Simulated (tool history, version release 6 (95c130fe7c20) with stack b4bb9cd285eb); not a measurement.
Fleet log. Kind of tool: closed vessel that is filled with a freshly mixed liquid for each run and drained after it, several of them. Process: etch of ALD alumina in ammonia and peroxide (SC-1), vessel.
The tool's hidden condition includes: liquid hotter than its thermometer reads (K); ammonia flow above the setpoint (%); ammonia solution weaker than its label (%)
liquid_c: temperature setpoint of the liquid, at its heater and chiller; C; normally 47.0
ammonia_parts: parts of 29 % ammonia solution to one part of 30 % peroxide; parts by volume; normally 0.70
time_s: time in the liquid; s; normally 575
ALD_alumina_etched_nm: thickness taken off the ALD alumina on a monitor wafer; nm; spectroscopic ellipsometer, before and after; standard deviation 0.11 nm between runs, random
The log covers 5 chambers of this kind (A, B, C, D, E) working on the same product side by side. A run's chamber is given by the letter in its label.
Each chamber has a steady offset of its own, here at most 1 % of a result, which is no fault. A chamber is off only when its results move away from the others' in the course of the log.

run	hour	liquid_c	ammonia_parts	time_s	hours since the thermometer was replaced	hours since the ammonia flow meter was replaced	hours since the drum of ammonia solution was connected	read-back film thickness of the ALD alumina reference wafer, read on the same gauge (nm)	ALD_alumina_etched_nm
1E	7.7	47.0	0.70	575	864.4	660.3	854.6	110.02	25.919
2A	13.1	47.0	0.70	575	1322.4	683.1	216.7	110.01	26.181
3B	23.4	47.0	0.70	575	458.8	171.3	188.7	110.00	25.733
4C	32.0	47.0	0.70	575	358.1	1085.5	269.7	110.01	26.261
5D	40.6	47.0	0.70	575	811.6	181.6	780.5	110.02	25.994
6E	51.8	47.0	0.70	575	908.5	704.4	898.7	110.00	26.112
7B	60.7	47.0	0.70	575	496.1	208.6	226.0	110.00	26.078
8A	70.2	47.0	0.70	575	1379.5	740.2	273.8	110.00	26.056
9C	78.8	47.0	0.70	575	404.9	1132.3	316.5	109.98	26.199
10D	86.6	43.5	0.40	575	857.6	227.6	826.5	109.99	20.379
11A	94.6	43.5	0.40	575	1403.9	764.6	298.2	110.00	20.154
12E	101.3	43.5	0.40	575	958.0	753.9	948.2	110.00	20.477
13C	112.4	43.5	0.40	575	438.5	1165.9	350.1	110.01	20.405
14D	120.6	43.5	0.40	575	891.6	261.6	860.5	109.98	20.298
15B	131.6	47.0	0.70	575	567.0	279.5	296.9	110.02	26.036
16A	142.4	47.0	0.70	575	1451.7	812.4	346.0	110.01	25.886
# hour 151.8: chamber E: new drum of ammonia solution connected
# hour 152.6: chamber D: new drum of ammonia solution connected
17B	152.6	39.5	0.70	575	588.0	300.5	317.9	110.00	17.038
18D	158.1	39.5	0.70	575	929.1	299.1	5.5	109.99	17.035
19E	165.9	39.5	0.70	575	1022.6	818.5	14.1	110.01	17.235
20C	177.3	39.5	0.70	575	503.4	1230.8	415.0	110.01	17.001
21D	186.5	39.5	0.70	575	957.5	327.5	33.9	110.01	17.095
22A	192.7	47.0	0.70	575	1502.0	862.7	396.3	110.00	26.069
23C	199.0	47.0	0.45	875	525.1	1252.5	436.7	110.00	38.354
24B	208.9	47.0	0.45	875	644.3	356.8	374.2	110.01	37.828
25E	219.5	47.0	0.45	875	1076.2	872.1	67.7	110.02	38.866
26B	226.9	47.0	0.45	875	662.3	374.8	392.2	110.01	37.853
# hour 227.9: chamber B: new drum of ammonia solution connected
27C	232.5	47.0	0.45	875	558.6	1286.0	470.2	110.00	37.920
28A	240.7	47.0	0.70	575	1550.0	910.7	444.3	110.01	25.971
29E	250.1	47.0	0.70	575	1106.8	902.7	98.3	110.01	26.729
30D	261.8	39.5	0.70	575	1032.8	402.8	109.2	110.01	17.080
31C	272.0	39.5	0.70	575	598.1	1325.5	509.7	110.00	17.187
32E	281.9	39.5	0.70	575	1138.6	934.5	130.1	110.02	17.533
33D	289.7	39.5	0.70	575	1060.7	430.7	137.1	110.01	17.080
34B	300.1	39.5	0.70	575	735.5	448.0	72.2	110.01	16.939

One chamber off, gauge drift, or nothing amiss beyond the chambers' own small offsets? If it is a chamber, which one, and what is the likeliest cause?

Chamber E drifts away from the others.
What lies behind it: liquid hotter than its thermometer reads (K) = 0.546.

Chamber E could run next with any of the 4 candidate recipes listed below; each alters the usual settings, and their results appear as question marks. Which one brings its results back in line with what the other chambers deliver on the usual settings?
Counts as in line when no further than this from what the other chambers average on the usual settings: ALD_alumina_etched_nm 0.390 nm
35E-1	308.7	47.0	0.70	545					?
35E-2	308.7	47.0	0.70	590					?
35E-3	308.7	47.5	0.70	595					?
35E-4	308.7	47.0	0.70	560					?

Usual-settings mean across the other chambers: ALD_alumina_etched_nm 26.080 nm
run	ALD_alumina_etched_nm
35E-1	25.485
35E-2	27.590
35E-3	28.595
35E-4	26.187
The right change is 35E-4: it brings the chamber back within the allowed miss of the others.
